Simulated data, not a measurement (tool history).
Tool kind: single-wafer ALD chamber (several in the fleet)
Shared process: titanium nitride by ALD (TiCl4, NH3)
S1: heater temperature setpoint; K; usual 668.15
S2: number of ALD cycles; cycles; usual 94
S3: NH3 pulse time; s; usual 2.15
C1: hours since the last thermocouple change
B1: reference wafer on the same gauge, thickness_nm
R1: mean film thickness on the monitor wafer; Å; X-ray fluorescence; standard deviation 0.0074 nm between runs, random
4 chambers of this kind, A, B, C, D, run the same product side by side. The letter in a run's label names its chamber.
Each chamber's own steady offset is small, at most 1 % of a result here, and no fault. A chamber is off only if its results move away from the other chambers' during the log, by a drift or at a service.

run   hour      S1  S2    S3      C1      B1      R1
 1A      5  668.15  94  2.15  1184.7  2.1888  20.689
 2B   10.7  668.15  94  2.15   293.3  2.1896  20.746
 3D   16.9  668.15  94  2.15  1084.7  2.1896  20.696
 4C   20.4  668.15  94  2.15   146.6  2.1909  20.622
 5D   26.8  668.15  94  2.15  1094.6    2.19  20.686
 6A   31.3  668.15  94  2.15    1211  2.1912  20.695
 7B   37.2  660.15  84  2.15   319.8  2.1879  18.276
 8C   43.1  660.15  84  2.15   169.3   2.189  18.368
 9D   46.7  660.15  84  2.15  1114.5  2.1896  18.342
10A   51.8  660.15  84  2.15  1231.5  2.1912  18.224
11B   55.7  668.15  86  2.87   338.3  2.1918  19.296
12C   59.2  668.15  86  2.87   185.4  2.1912  19.072
13B   62.6  668.15  86  2.87   345.2  2.1904   19.18
14D   67.8  668.15  86  2.87  1135.6  2.1892  19.201
15C   70.9  668.15  94  2.15   197.1  2.1906  20.674
16A   76.2  668.15  94  2.15  1255.9  2.1888  20.598
17B     81  668.15  94  2.15   363.6  2.1907  20.766
18C   85.5  668.15  94  2.15   211.7  2.1886  20.611
19A   89.3  668.15  94  2.15    1269  2.1892  20.559
20D   95.2  668.15  94  2.15    1163  2.1883  20.855
21D  100.2  668.15  94  2.15    1168  2.1899  20.797
       104  -- chamber D: thermocouple changed; heater temperature recalibrated
22C  104.4  682.15  94  2.15   230.6  2.1919  20.829
23B  109.9  682.15  94  2.15   392.5  2.1914  20.896
24A  113.2  682.15  94  2.15  1292.9    2.19  20.646
25D  117.5  682.15  94  2.15    13.6  2.1882  20.806
26A  121.4  668.15  94  2.15  1301.1  2.1897  20.482
27C    125  668.15  94  2.15   251.2  2.1895   20.64
28B  129.1  668.15  94  2.15   411.7  2.1895  20.667
29D  132.7  677.15  79  2.15    28.8  2.1891   17.41

Which is it: a chamber that has drifted or been left off by a service, a gauge drift common to all chambers, or only each chamber's usual small offset? If a chamber is off, name it and its likeliest cause.

No chamber stands off beyond its own small offset, and the gauge holds steady.
